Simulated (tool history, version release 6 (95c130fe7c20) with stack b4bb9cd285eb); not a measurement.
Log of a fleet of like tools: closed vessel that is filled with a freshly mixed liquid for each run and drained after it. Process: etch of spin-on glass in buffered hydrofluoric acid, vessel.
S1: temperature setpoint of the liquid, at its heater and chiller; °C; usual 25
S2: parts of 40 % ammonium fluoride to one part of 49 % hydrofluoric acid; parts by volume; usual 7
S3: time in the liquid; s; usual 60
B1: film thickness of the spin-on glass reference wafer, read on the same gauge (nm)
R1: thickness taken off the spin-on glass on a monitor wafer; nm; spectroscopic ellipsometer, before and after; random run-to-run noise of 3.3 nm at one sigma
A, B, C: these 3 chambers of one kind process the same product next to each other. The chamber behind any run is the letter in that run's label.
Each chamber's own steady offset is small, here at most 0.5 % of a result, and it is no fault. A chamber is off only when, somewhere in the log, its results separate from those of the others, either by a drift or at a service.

run	hour	S1	S2	S3	B1	R1
1C	2.5	25	7	60	70.007	400.94
2A	6.8	25	7	60	70.013	397.85
3B	10.9	25	7	60	69.988	408.53
4A	13.7	25	7	60	70.010	396.78
5B	16.0	25	7	60	70.017	400.63
6C	19.0	25	7	60	69.994	405.31
7C	21.2	25	7	60	69.982	399.97
8A	25.3	25	7	60	70.000	407.47
# hour 26.9: chamber B: thermometer replaced
9B	29.9	25	7	60	69.995	409.04
10C	34.4	25	7	60	69.987	408.26
11B	39.1	25	7	60	69.990	403.99
12A	42.0	25	7	60	69.987	400.51
13B	45.4	25	7	60	70.005	408.47
14C	48.7	25	7	60	70.018	398.15
15A	53.0	25	7	60	70.021	401.23
16C	55.6	25	5	60	69.996	537.83
17A	59.5	25	5	60	70.002	541.67
18B	62.9	25	5	60	69.998	533.17
19A	67.1	25	7	60	69.997	411.65
20C	71.2	25	7	60	70.017	407.19
21B	73.4	25	7	60	70.005	400.52
22A	77.3	25	7	60	69.989	417.52
23C	81.3	25	7	85	70.000	574.84
24B	83.9	25	7	85	70.006	576.77
# hour 86.4: chamber C: hydrofluoric acid flow meter replaced
25C	88.8	25	7	85	70.012	573.03
26A	92.8	25	7	60	69.966	418.78
27B	95.0	25	7	60	69.995	404.77
28A	98.6	25	7	60	69.998	425.97
29C	102.6	25	7	60	69.996	401.18
30B	107.1	25	7	60	70.015	405.15
31C	110.3	25	7	60	70.018	399.35
32A	114.1	25	7	60	70.000	428.18

The same settings go to every chamber for the next run, one line per chamber below. Forecast the results for each:
33A	117.6	25	7	60		?
33B	117.6	25	7	60		?
33C	117.6	25	7	60		?

run	R1
33A	440.63
33B	405.10
33C	403.55
